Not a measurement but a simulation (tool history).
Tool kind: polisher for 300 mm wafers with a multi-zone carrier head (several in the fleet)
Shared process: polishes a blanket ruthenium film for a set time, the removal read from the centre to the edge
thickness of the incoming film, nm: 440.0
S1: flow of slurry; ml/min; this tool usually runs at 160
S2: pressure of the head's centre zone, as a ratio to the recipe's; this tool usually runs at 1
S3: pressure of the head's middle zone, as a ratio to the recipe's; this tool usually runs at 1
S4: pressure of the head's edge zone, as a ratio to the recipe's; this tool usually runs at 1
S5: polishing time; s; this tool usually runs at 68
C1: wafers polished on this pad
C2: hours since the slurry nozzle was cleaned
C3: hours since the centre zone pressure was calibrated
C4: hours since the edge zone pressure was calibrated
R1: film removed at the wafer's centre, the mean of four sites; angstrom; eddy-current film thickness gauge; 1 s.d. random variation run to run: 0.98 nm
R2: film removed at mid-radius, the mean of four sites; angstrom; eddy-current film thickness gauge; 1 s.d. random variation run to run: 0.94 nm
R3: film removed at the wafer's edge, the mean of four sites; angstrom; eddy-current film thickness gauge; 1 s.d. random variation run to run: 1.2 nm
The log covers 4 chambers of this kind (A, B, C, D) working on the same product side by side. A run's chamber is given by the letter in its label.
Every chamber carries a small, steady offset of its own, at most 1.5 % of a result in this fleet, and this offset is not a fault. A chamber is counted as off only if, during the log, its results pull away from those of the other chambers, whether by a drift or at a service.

run   hour   S1    S2  S3  S4  S5    C1     C2      C3     C4      R1      R2      R3
 1C   13.7  160     1   1   1  68   855  650.5  1078.6  749.2  983.62  1002.9  1010.4
        18  -- chamber C: edge zone pressure recalibrated
 2A     27  160     1   1   1  68   298  368.5   922.1  387.1  1012.4  1024.2  1003.8
      31.9  -- chamber D: worn pad replaced by a new one
 3D   38.9  160     1   1   1  68    68   76.2   518.9  284.2  1032.4  1026.1  1033.5
 4B   46.8  160     1   1   1  68   680  395.9   516.2  537.7  1012.4  990.56  1022.2
      50.1  -- chamber C: slurry nozzle cleaned
      50.5  -- chamber C: worn pad replaced by a new one
      58.5  -- chamber B: worn pad replaced by a new one
 5C     60  160     1   1   1  68    92     10  1124.9   42.1  1007.5  1004.7  995.78
 6B   70.4  160     1   1   1  68   116  419.5   539.8  561.3  995.28   998.4  999.36
 7A   80.4  160     1   1   1  68   818  421.9   975.5  440.5  1006.9  1021.1  1022.7
 8D   86.6  160     1   1   1  68   533  123.9   566.6  331.9  1018.1  1015.7  1021.1
      92.3  -- chamber B: edge zone pressure recalibrated
 9B   99.6  160     1   1   1  68   400  448.7     569    7.4  1029.7  1012.8  1047.4
10D  106.7  160     1   1   1  68   729    144   586.7    352  1035.5  1008.3  1010.8
11A  119.4  160     1   1   1  68  1198  460.9  1014.5  479.5  1011.9  1030.6  1007.2
12C    130  160     1   1   1  68   774     80  1194.9  112.1  982.58  1007.1  989.49
     134.5  -- chamber B: worn pad replaced by a new one
     136.1  -- chamber A: worn pad replaced by a new one
13B  136.7  160     1   1   1  68    22  485.8   606.1   44.5  1016.7  1009.8  1025.1
14C  143.8  160     1   1   1  68   909   93.8  1208.7  125.9  1000.3  995.29  990.07
     144.5  -- chamber D: worn pad replaced by a new one
15D  155.2  160  1.04   1   1  54   104  192.5   635.2  400.5  853.91  801.53  794.85
16A  162.8  160  1.04   1   1  54   260  504.3  1057.9  522.9  846.25  814.92  815.05
     163.2  -- chamber D: edge zone pressure recalibrated
17D    171  160  1.04   1   1  54   258  208.3     651    7.8  865.37  807.94  815.25
18A  180.2  160  1.04   1   1  54   430  521.7  1075.3  540.3  836.84  803.44  820.98
       186  -- chamber C: worn pad replaced by a new one
     186.9  -- chamber B: centre zone pressure recalibrated
19B  187.7  180     1   1   1  68   519  536.8     0.9   95.5  1042.1  1024.5  1034.6
     193.5  -- chamber A: centre zone pressure recalibrated
20C  194.3  180     1   1   1  68    81  144.3  1259.2  176.4  1024.3  1037.5  1005.7
21C  206.3  180     1   1   1  68   198  156.3  1271.2  188.4  1015.8  1018.3  1018.1
22A  213.7  180     1   1   1  68   756  555.2    20.3  573.8  1162.8  1048.5  1052.7
     217.8  -- chamber B: slurry nozzle cleaned
23D  220.5  160     1   1   1  68   740  257.8   700.5   57.3  1040.8  1005.9  1010.9
     226.4  -- chamber B: worn pad replaced by a new one
24B  231.7  160     1   1   1  68    51   13.9    44.9  139.5   994.3  1013.1  1026.1
25C  238.3  160     1   1   1  68   509  188.3  1303.2  220.4  999.15  1014.3  987.76
26B  247.1  175     1   1   1  81   202   29.3    60.3  154.9  1237.6  1203.1  1219.6
27D  254.3  175     1   1   1  81  1070  291.6   734.3   91.1  1272.9  1202.8  1224.7
     263.9  -- chamber D: worn pad replaced by a new one
28A  266.2  175     1   1   1  81  1268  607.7    72.8  626.3  1395.9  1222.4  1238.3
29A  278.2  175     1   1   1  81  1385  619.7    84.8  638.3  1384.8  1241.3  1230.4
30D  288.2  160     1   1   1  68   237  325.5   768.2    125  1047.7  1010.8  1026.5
31B  301.1  160     1   1   1  68   728   83.3   114.3  208.9  1010.3  1005.7  1030.3
32C  307.8  160     1   1   1  68  1187  257.8  1372.7  289.9  1011.8  1004.5  1007.5

Next, all 4 chambers run the settings below, one line each with question marks for the results. What does each chamber give?
33A  317.6  160   1   1   1  68                   ?   ?   ?
33B  317.6  160   1   1   1  68                   ?   ?   ?
33C  317.6  160   1   1   1  68                   ?   ?   ?
33D  317.6  160   1   1   1  68                   ?   ?   ?

run      R1      R2      R3
33A  1149.2  1032.2    1004
33B  999.71  1014.6  1031.4
33C  1004.6  1000.2  988.19
33D  1054.8  1036.4  1031.4
